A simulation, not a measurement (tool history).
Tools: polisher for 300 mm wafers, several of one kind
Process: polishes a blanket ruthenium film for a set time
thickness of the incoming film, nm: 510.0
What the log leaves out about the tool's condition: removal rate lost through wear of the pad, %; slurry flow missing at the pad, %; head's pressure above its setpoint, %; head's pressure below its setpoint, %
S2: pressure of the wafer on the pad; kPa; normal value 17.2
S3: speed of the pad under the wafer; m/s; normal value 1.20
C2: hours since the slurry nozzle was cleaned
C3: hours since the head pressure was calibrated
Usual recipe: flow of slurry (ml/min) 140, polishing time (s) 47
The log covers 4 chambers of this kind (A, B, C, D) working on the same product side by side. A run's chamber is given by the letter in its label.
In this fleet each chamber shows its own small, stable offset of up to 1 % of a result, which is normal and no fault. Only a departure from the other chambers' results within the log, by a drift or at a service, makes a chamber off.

{"run": "1C", "day": 0.188, "flow of slurry (ml/min)": 140, "S2": 17.2, "S3": 1.2, "polishing time (s)": 47, "wafers polished on this pad": 419, "C2": 506.0, "C3": 141.6, "film removed (nm)": 95.529}
{"day": 0.204, "done": "chamber B: worn pad replaced by a new one"}
{"run": "2A", "day": 0.342, "flow of slurry (ml/min)": 140, "S2": 17.2, "S3": 1.2, "polishing time (s)": 47, "wafers polished on this pad": 760, "C2": 27.9, "C3": 276.6, "film removed (nm)": 95.377}
{"run": "3B", "day": 0.492, "flow of slurry (ml/min)": 140, "S2": 17.2, "S3": 1.2, "polishing time (s)": 47, "wafers polished on this pad": 61, "C2": 203.6, "C3": 467.5, "film removed (nm)": 94.083}
{"run": "4D", "day": 0.717, "flow of slurry (ml/min)": 140, "S2": 17.2, "S3": 1.2, "polishing time (s)": 47, "wafers polished on this pad": 289, "C2": 387.6, "C3": 253.3, "film removed (nm)": 96.63}
{"run": "5D", "day": 0.846, "flow of slurry (ml/min)": 140, "S2": 17.2, "S3": 1.2, "polishing time (s)": 47, "wafers polished on this pad": 317, "C2": 390.7, "C3": 256.4, "film removed (nm)": 95.091}
{"run": "6A", "day": 1.054, "flow of slurry (ml/min)": 140, "S2": 17.2, "S3": 1.02, "polishing time (s)": 41, "wafers polished on this pad": 912, "C2": 45.0, "C3": 293.7, "film removed (nm)": 69.229}
{"run": "7C", "day": 1.262, "flow of slurry (ml/min)": 140, "S2": 17.2, "S3": 1.02, "polishing time (s)": 41, "wafers polished on this pad": 648, "C2": 531.8, "C3": 167.4, "film removed (nm)": 69.89}
{"run": "8B", "day": 1.467, "flow of slurry (ml/min)": 140, "S2": 17.2, "S3": 1.02, "polishing time (s)": 41, "wafers polished on this pad": 268, "C2": 227.0, "C3": 490.9, "film removed (nm)": 69.411}
{"run": "9B", "day": 1.654, "flow of slurry (ml/min)": 140, "S2": 17.2, "S3": 1.02, "polishing time (s)": 41, "wafers polished on this pad": 308, "C2": 231.5, "C3": 495.4, "film removed (nm)": 71.561}
{"run": "10D", "day": 1.867, "flow of slurry (ml/min)": 140, "S2": 17.2, "S3": 1.2, "polishing time (s)": 47, "wafers polished on this pad": 534, "C2": 415.2, "C3": 280.9, "film removed (nm)": 94.456}
{"run": "11C", "day": 2.012, "flow of slurry (ml/min)": 140, "S2": 17.2, "S3": 1.2, "polishing time (s)": 47, "wafers polished on this pad": 807, "C2": 549.8, "C3": 185.4, "film removed (nm)": 93.004}
{"run": "12A", "day": 2.146, "flow of slurry (ml/min)": 140, "S2": 17.2, "S3": 1.2, "polishing time (s)": 47, "wafers polished on this pad": 1144, "C2": 71.2, "C3": 319.9, "film removed (nm)": 92.596}
{"day": 2.338, "done": "chamber D: worn pad replaced by a new one"}
{"run": "13C", "day": 2.338, "flow of slurry (ml/min)": 140, "S2": 17.2, "S3": 1.2, "polishing time (s)": 47, "wafers polished on this pad": 876, "C2": 557.6, "C3": 193.2, "film removed (nm)": 90.75}
{"day": 2.346, "done": "chamber B: head pressure recalibrated"}
{"run": "14B", "day": 2.458, "flow of slurry (ml/min)": 140, "S2": 15.2, "S3": 1.2, "polishing time (s)": 47, "wafers polished on this pad": 480, "C2": 250.8, "C3": 2.8, "film removed (nm)": 84.631}
{"day": 2.479, "done": "chamber A: worn pad replaced by a new one"}
{"run": "15A", "day": 2.688, "flow of slurry (ml/min)": 140, "S2": 15.2, "S3": 1.2, "polishing time (s)": 47, "wafers polished on this pad": 45, "C2": 84.2, "C3": 332.9, "film removed (nm)": 83.132}
{"run": "16D", "day": 2.858, "flow of slurry (ml/min)": 140, "S2": 15.2, "S3": 1.2, "polishing time (s)": 47, "wafers polished on this pad": 110, "C2": 439.0, "C3": 304.7, "film removed (nm)": 83.86}
{"run": "17D", "day": 3.008, "flow of slurry (ml/min)": 140, "S2": 15.2, "S3": 1.2, "polishing time (s)": 47, "wafers polished on this pad": 142, "C2": 442.6, "C3": 308.3, "film removed (nm)": 84.382}
{"run": "18A", "day": 3.183, "flow of slurry (ml/min)": 95, "S2": 13.8, "S3": 1.2, "polishing time (s)": 47, "wafers polished on this pad": 150, "C2": 96.1, "C3": 344.8, "film removed (nm)": 69.878}
{"run": "19B", "day": 3.288, "flow of slurry (ml/min)": 95, "S2": 13.8, "S3": 1.2, "polishing time (s)": 47, "wafers polished on this pad": 656, "C2": 270.7, "C3": 22.7, "film removed (nm)": 69.488}
{"run": "20C", "day": 3.404, "flow of slurry (ml/min)": 95, "S2": 13.8, "S3": 1.2, "polishing time (s)": 47, "wafers polished on this pad": 1104, "C2": 583.2, "C3": 218.8, "film removed (nm)": 66.398}
{"run": "21A", "day": 3.592, "flow of slurry (ml/min)": 95, "S2": 13.8, "S3": 1.2, "polishing time (s)": 47, "wafers polished on this pad": 237, "C2": 105.9, "C3": 354.6, "film removed (nm)": 69.798}
{"run": "22C", "day": 3.754, "flow of slurry (ml/min)": 140, "S2": 17.2, "S3": 1.2, "polishing time (s)": 47, "wafers polished on this pad": 1178, "C2": 591.6, "C3": 227.2, "film removed (nm)": 87.16}
{"run": "23D", "day": 3.942, "flow of slurry (ml/min)": 140, "S2": 17.2, "S3": 1.2, "polishing time (s)": 47, "wafers polished on this pad": 341, "C2": 465.0, "C3": 330.7, "film removed (nm)": 94.209}
{"run": "24B", "day": 4.083, "flow of slurry (ml/min)": 140, "S2": 17.2, "S3": 1.2, "polishing time (s)": 47, "wafers polished on this pad": 826, "C2": 289.8, "C3": 41.8, "film removed (nm)": 96.648}
{"run": "25B", "day": 4.275, "flow of slurry (ml/min)": 140, "S2": 17.2, "S3": 1.2, "polishing time (s)": 47, "wafers polished on this pad": 866, "C2": 294.4, "C3": 46.4, "film removed (nm)": 93.869}
{"run": "26C", "day": 4.492, "flow of slurry (ml/min)": 140, "S2": 17.2, "S3": 1.2, "polishing time (s)": 47, "wafers polished on this pad": 1335, "C2": 609.3, "C3": 244.9, "film removed (nm)": 87.148}
{"run": "27D", "day": 4.671, "flow of slurry (ml/min)": 140, "S2": 17.2, "S3": 1.2, "polishing time (s)": 47, "wafers polished on this pad": 496, "C2": 482.5, "C3": 348.2, "film removed (nm)": 95.481}
{"run": "28A", "day": 4.796, "flow of slurry (ml/min)": 140, "S2": 17.2, "S3": 1.2, "polishing time (s)": 47, "wafers polished on this pad": 494, "C2": 134.8, "C3": 383.5, "film removed (nm)": 94.157}
{"run": "29B", "day": 4.904, "flow of slurry (ml/min)": 140, "S2": 17.2, "S3": 1.2, "polishing time (s)": 47, "wafers polished on this pad": 1000, "C2": 309.5, "C3": 61.5, "film removed (nm)": 95.636}
{"day": 4.938, "done": "chamber A: head pressure recalibrated"}
{"run": "30A", "day": 5.054, "flow of slurry (ml/min)": 140, "S2": 17.2, "S3": 1.2, "polishing time (s)": 47, "wafers polished on this pad": 549, "C2": 141.0, "C3": 2.8, "film removed (nm)": 94.106}
{"run": "31C", "day": 5.192, "flow of slurry (ml/min)": 140, "S2": 17.2, "S3": 1.2, "polishing time (s)": 47, "wafers polished on this pad": 1484, "C2": 626.1, "C3": 261.7, "film removed (nm)": 85.696}
{"run": "32D", "day": 5.329, "flow of slurry (ml/min)": 140, "S2": 17.2, "S3": 1.2, "polishing time (s)": 47, "wafers polished on this pad": 637, "C2": 498.3, "C3": 364.0, "film removed (nm)": 94.788}
{"run": "33B", "day": 5.504, "flow of slurry (ml/min)": 140, "S2": 17.2, "S3": 1.2, "polishing time (s)": 47, "wafers polished on this pad": 1128, "C2": 323.9, "C3": 75.9, "film removed (nm)": 94.68}

One chamber off, gauge drift, or nothing amiss beyond the chambers' own small offsets? If it is a chamber, which one, and what is the likeliest cause?

One chamber, C, drifts off from the rest bit by bit.
Likeliest cause: removal rate lost through wear of the pad, % = 8.86.
The log might look much the same if the cause were instead: slurry flow missing at the pad, %; head's pressure below its setpoint, %.

Here are 4 candidates for chamber C's next run, each the usual settings with a change, their results left as question marks. Which one brings its results back in line with what the others give on the usual settings?
In line here means within this much of the mean the other chambers give on the usual settings: film removed (nm) 3.800
{"run": "34C-1", "day": 5.671, "flow of slurry (ml/min)": 140, "S2": 17.9, "S3": 1.24, "polishing time (s)": 48, "film removed (nm)": "?"}
{"run": "34C-2", "day": 5.671, "flow of slurry (ml/min)": 140, "S2": 15.2, "S3": 1.2, "polishing time (s)": 43, "film removed (nm)": "?"}
{"run": "34C-3", "day": 5.671, "flow of slurry (ml/min)": 140, "S2": 18.6, "S3": 1.28, "polishing time (s)": 50, "film removed (nm)": "?"}
{"run": "34C-4", "day": 5.671, "flow of slurry (ml/min)": 135, "S2": 15.9, "S3": 1.2, "polishing time (s)": 47, "film removed (nm)": "?"}

On the usual settings, the other chambers give on average: film removed (nm) 94.622
run=34C-1 film_removed_(nm)=93.784
run=34C-2 film_removed_(nm)=68.969
run=34C-3 film_removed_(nm)=104.680
run=34C-4 film_removed_(nm)=78.226
With 34C-1, the chamber falls back in line with the rest.

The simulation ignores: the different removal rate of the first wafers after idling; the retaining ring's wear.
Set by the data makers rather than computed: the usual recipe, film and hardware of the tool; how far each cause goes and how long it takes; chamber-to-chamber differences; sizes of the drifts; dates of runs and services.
